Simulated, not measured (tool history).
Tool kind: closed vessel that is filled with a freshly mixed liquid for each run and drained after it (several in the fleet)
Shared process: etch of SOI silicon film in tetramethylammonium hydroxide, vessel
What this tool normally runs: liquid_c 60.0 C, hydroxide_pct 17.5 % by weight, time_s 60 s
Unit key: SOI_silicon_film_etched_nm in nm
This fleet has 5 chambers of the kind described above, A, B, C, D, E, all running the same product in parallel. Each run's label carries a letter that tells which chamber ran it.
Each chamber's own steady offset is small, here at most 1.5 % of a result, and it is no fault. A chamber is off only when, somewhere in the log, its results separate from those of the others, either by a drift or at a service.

run   hour  liquid_c  hydroxide_pct  time_s  read-back film thickness of the SOI silicon film reference wafer, read on the same gauge (nm)  SOI_silicon_film_etched_nm
 1B    3.5      60.0           17.5      60                                                                                         109.99                      180.22
 2A    6.8      60.0           17.5      60                                                                                         110.00                      180.33
 3C   11.3      60.0           17.5      60                                                                                         110.01                      181.10
 4E   17.6      60.0           17.5      60                                                                                         110.02                      180.77
 5D   22.1      60.0           17.5      60                                                                                         109.98                      181.81
 6A   26.9      60.0           17.5      60                                                                                         110.01                      180.68
 7D   32.1      60.0           17.5      60                                                                                         109.99                      180.68
 8E   36.0      60.0           17.5      60                                                                                         110.02                      180.41
 9C   41.4      60.0           17.5      60                                                                                         110.03                      179.69
10B   47.9      60.0           17.5      60                                                                                         109.99                      179.26
11B   53.5      60.0           17.5      60                                                                                         110.01                      178.96
12A   57.5      60.0           17.5      60                                                                                         110.01                      178.67
13C   61.0      64.0           17.5      60                                                                                         110.00                      232.08
14D   64.0      64.0           17.5      60                                                                                         109.99                      232.79
15E   67.9      64.0           17.5      60                                                                                         109.99                      234.14
16E   73.4      64.0           17.5      60                                                                                         109.96                      229.00
17A   77.8      64.0           17.5      60                                                                                         109.99                      227.62
18D   82.4      60.0           17.5      60                                                                                         109.99                      181.91
      82.9  -- chamber A: hydroxide flow meter replaced
19B   87.6      57.5           13.0      60                                                                                         110.01                      172.92
20C   91.5      57.5           13.0      60                                                                                         110.01                      172.59
21C   95.9      57.5           13.0      60                                                                                         109.99                      172.65
22E  102.0      57.5           13.0      60                                                                                         110.01                      176.46
23D  107.2      57.5           13.0      60                                                                                         110.00                      183.85
24B  110.4      60.0           15.5      95                                                                                         110.01                      296.73
     111.5  -- chamber B: hydroxide flow meter replaced
25A  114.2      60.0           15.5      95                                                                                         110.00                      295.07
26E  117.6      60.0           15.5      95                                                                                         109.99                      300.39
     121.1  -- chamber D: hydroxide flow meter replaced
27B  123.6      60.0           15.5      95                                                                                         110.01                      295.77
28A  129.8      60.0           15.5      95                                                                                         110.01                      295.29
29D  133.8      60.0           17.5      60                                                                                         109.98                      190.96
30C  138.2      60.0           17.5      60                                                                                         110.05                      180.92
31C  144.5      60.0           17.5      60                                                                                         110.01                      178.12
32E  150.2      60.0           17.5      60                                                                                         110.02                      180.89
33A  153.5      67.0           17.5      60                                                                                         109.99                      275.68

Next, every chamber runs the same settings. What will each give?
34A  158.2      60.0           17.5      60                                                                                                                          ?
34B  158.2      60.0           17.5      60                                                                                                                          ?
34C  158.2      60.0           17.5      60                                                                                                                          ?
34D  158.2      60.0           17.5      60                                                                                                                          ?
34E  158.2      60.0           17.5      60                                                                                                                          ?

run  SOI_silicon_film_etched_nm
34A                      181.31
34B                      180.99
34C                      180.21
34D                      193.03
34E                      180.57

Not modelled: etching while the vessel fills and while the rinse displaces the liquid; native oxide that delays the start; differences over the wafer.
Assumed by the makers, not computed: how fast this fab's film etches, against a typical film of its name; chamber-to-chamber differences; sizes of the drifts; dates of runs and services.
